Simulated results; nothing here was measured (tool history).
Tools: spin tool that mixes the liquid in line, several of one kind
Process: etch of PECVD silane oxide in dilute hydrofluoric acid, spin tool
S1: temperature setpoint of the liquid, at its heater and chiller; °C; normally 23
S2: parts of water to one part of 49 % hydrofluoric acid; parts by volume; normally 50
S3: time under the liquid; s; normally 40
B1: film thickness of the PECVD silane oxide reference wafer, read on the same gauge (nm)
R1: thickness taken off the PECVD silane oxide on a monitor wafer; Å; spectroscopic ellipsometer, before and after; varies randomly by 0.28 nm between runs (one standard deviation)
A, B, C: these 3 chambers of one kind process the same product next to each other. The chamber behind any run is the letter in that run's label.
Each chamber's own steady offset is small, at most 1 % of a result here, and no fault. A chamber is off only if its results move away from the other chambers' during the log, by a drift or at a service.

| run | hour | S1 | S2 | S3 | B1 | R1 |
|---|---|---|---|---|---|---|
| 1A | 7.2 | 23 | 50 | 40 | 99.986 | 406.83 |
| 2C | 11.8 | 23 | 50 | 40 | 99.967 | 407.55 |
| 3B | 19.7 | 23 | 50 | 40 | 99.987 | 409.78 |
| 4B | 28.2 | 23 | 50 | 40 | 99.997 | 413.52 |
| 5A | 34.8 | 23 | 50 | 40 | 100.02 | 409.36 |
| 6C | 41.6 | 23 | 50 | 40 | 100.01 | 404.32 |
| 7C | 46.3 | 23 | 50 | 40 | 100.01 | 400.19 |
| 8B | 53.1 | 23 | 50 | 40 | 99.98 | 406.73 |
| 9A | 58 | 23 | 65 | 25 | 99.995 | 190.95 |
| 10A | 65.4 | 23 | 65 | 25 | 99.992 | 190.9 |
| 11C | 73.1 | 23 | 65 | 25 | 100 | 191.98 |
| 12B | 79.8 | 23 | 50 | 40 | 100 | 406.52 |
| 13C | 86.3 | 23 | 50 | 40 | 100.03 | 407.58 |
| 14A | 90.8 | 23 | 40 | 60 | 99.967 | 777.12 |
| 15B | 94.6 | 23 | 40 | 60 | 99.995 | 762.66 |
| 16C | 99.8 | 23 | 40 | 60 | 100 | 773.13 |
| 17A | 104 | 23 | 50 | 40 | 99.987 | 404.2 |
| 18B | 111.8 | 23 | 50 | 40 | 100.01 | 399.44 |
| 19C | 116.4 | 23 | 50 | 40 | 99.985 | 408.85 |
| 20A | 120.8 | 23 | 50 | 40 | 99.98 | 406.74 |
| 21B | 127.3 | 23 | 30 | 55 | 99.997 | 937.9 |
| 22B | 134.6 | 23 | 30 | 55 | 99.993 | 925.49 |
| 23C | 142.1 | 23 | 30 | 55 | 99.981 | 945.44 |
| 24A | 149 | 23 | 50 | 40 | 99.992 | 404.61 |
| 25A | 153.9 | 23 | 50 | 40 | 100.01 | 407 |
| 26C | 160.4 | 20 | 50 | 20 | 100 | 178.39 |
| 27B | 167.9 | 20 | 50 | 20 | 100.01 | 173.56 |
| 28B | 175 | 20 | 50 | 20 | 100 | 170.89 |
| 29A | 180.3 | 23 | 50 | 40 | 100.01 | 407.16 |
| 30C | 185.9 | 23 | 50 | 40 | 99.988 | 409.28 |
| 31C | 189.8 | 23 | 50 | 40 | 99.992 | 408.19 |
| 32A | 197.3 | 23 | 50 | 40 | 99.996 | 409.63 |
| 33B | 202.7 | 23 | 50 | 40 | 100 | 386.85 |
| 34B | 209.2 | 23 | 50 | 40 | 100 | 387.9 |
| 35C | 215.9 | 23 | 50 | 40 | 100.01 | 404.11 |
| 36A | 222.5 | 23 | 50 | 40 | 100.01 | 408.12 |
| 37A | 226.5 | 23 | 50 | 40 | 100.03 | 411.99 |
| 38B | 234.6 | 23 | 60 | 30 | 100 | 233.27 |
| 39C | 238.4 | 23 | 60 | 30 | 99.988 | 251.93 |
| 40B | 246.5 | 23 | 60 | 30 | 99.998 | 232.49 |
| 41C | 250.5 | 23 | 50 | 40 | 100.01 | 402.93 |
| 42A | 254.3 | 23 | 50 | 40 | 99.996 | 405.29 |

Each of the 3 chambers runs these same settings next. Fill in every chamber's results:
| 43A | 260.4 | 23 | 50 | 40 |  | ? |
| 43B | 260.4 | 23 | 50 | 40 |  | ? |
| 43C | 260.4 | 23 | 50 | 40 |  | ? |

| run | R1 |
|---|---|
| 43A | 411.7 |
| 43B | 377.9 |
| 43C | 404.65 |
